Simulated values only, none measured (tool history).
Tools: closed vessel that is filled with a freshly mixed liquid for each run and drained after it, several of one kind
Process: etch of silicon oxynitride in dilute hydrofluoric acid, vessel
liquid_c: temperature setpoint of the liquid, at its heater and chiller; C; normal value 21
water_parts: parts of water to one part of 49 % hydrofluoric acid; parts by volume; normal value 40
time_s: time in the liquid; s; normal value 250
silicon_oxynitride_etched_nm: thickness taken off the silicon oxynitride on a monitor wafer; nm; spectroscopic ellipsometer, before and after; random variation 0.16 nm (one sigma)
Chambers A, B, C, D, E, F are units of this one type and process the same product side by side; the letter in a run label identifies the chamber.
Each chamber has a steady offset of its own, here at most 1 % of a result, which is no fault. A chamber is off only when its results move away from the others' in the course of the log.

run	day	liquid_c	water_parts	time_s	read-back film thickness of the silicon oxynitride reference wafer, read on the same gauge (nm)	silicon_oxynitride_etched_nm
1D	0.375	21	40	250	150.02	24.514
2F	0.9	21	40	250	149.93	24.573
3A	1.346	21	40	250	150.02	24.67
4B	1.679	21	40	250	149.96	24.424
5C	2.104	21	40	250	150	24.243
6E	2.412	21	40	125	150.05	12.127
7D	2.875	21	40	125	150	12.292
8F	3.433	21	40	125	149.97	12.51
9A	3.867	21	40	125	150.03	12.251
# day 4.154: chamber D: hydrofluoric acid flow meter replaced
10E	4.308	21	40	125	150	12.223
11C	4.875	21	40	125	150.02	12.15
# day 5.262: chamber D: thermometer replaced
12B	5.425	21	40	250	149.98	24.668
13D	5.938	21	40	250	150.01	24.714
14E	6.367	21	40	250	149.98	24.336
15F	6.942	21	30	250	150.02	33.293
16B	7.321	21	30	250	149.95	32.95
17A	7.642	21	30	250	150	32.222
18C	7.912	21	30	250	150	32.447
19A	8.379	21	30	250	149.97	33.291
20B	8.667	21	30	250	150.03	33.07
21C	8.95	21	40	250	149.99	24.434
22E	9.238	21	40	250	149.97	24.415
23F	9.717	21	40	250	149.96	24.65
24D	10.175	21	40	250	149.98	24.76
25D	10.529	21	40	250	149.96	24.781
26F	10.954	21	40	250	149.97	24.636
27B	11.533	21	40	250	150.02	23.934
28A	12.092	21	40	250	150.04	24.669
29E	12.467	21	40	250	150	24.506
30C	13.075	21	40	250	149.99	24.489
31B	13.642	21	40	250	150	23.783
32F	14.146	21	40	250	149.96	24.56
33C	14.629	21	40	250	150.02	24.393
34A	15.183	21	40	250	149.98	24.565
35D	15.633	21	40	250	150.03	24.646
36E	16.225	21	40	250	149.95	24.38
37F	16.521	21	40	250	149.98	24.713
38D	16.875	24	55	250	150.01	20.477
39E	17.346	24	55	250	150	20.479
40C	17.679	24	55	250	150.02	20.292
41A	17.954	24	55	250	150.01	20.37
42B	18.575	24	55	250	150.03	19.637
43A	19.133	24	55	250	150.01	20.416
44F	19.612	21	40	250	149.99	24.407

The same settings go to every chamber for the next run, one line per chamber below. Forecast the results for each:
45A	20.058	21	40	250		?
45B	20.058	21	40	250		?
45C	20.058	21	40	250		?
45D	20.058	21	40	250		?
45E	20.058	21	40	250		?
45F	20.058	21	40	250		?

run	silicon_oxynitride_etched_nm
45A	24.681
45B	23.42
45C	24.573
45D	24.758
45E	24.469
45F	24.544
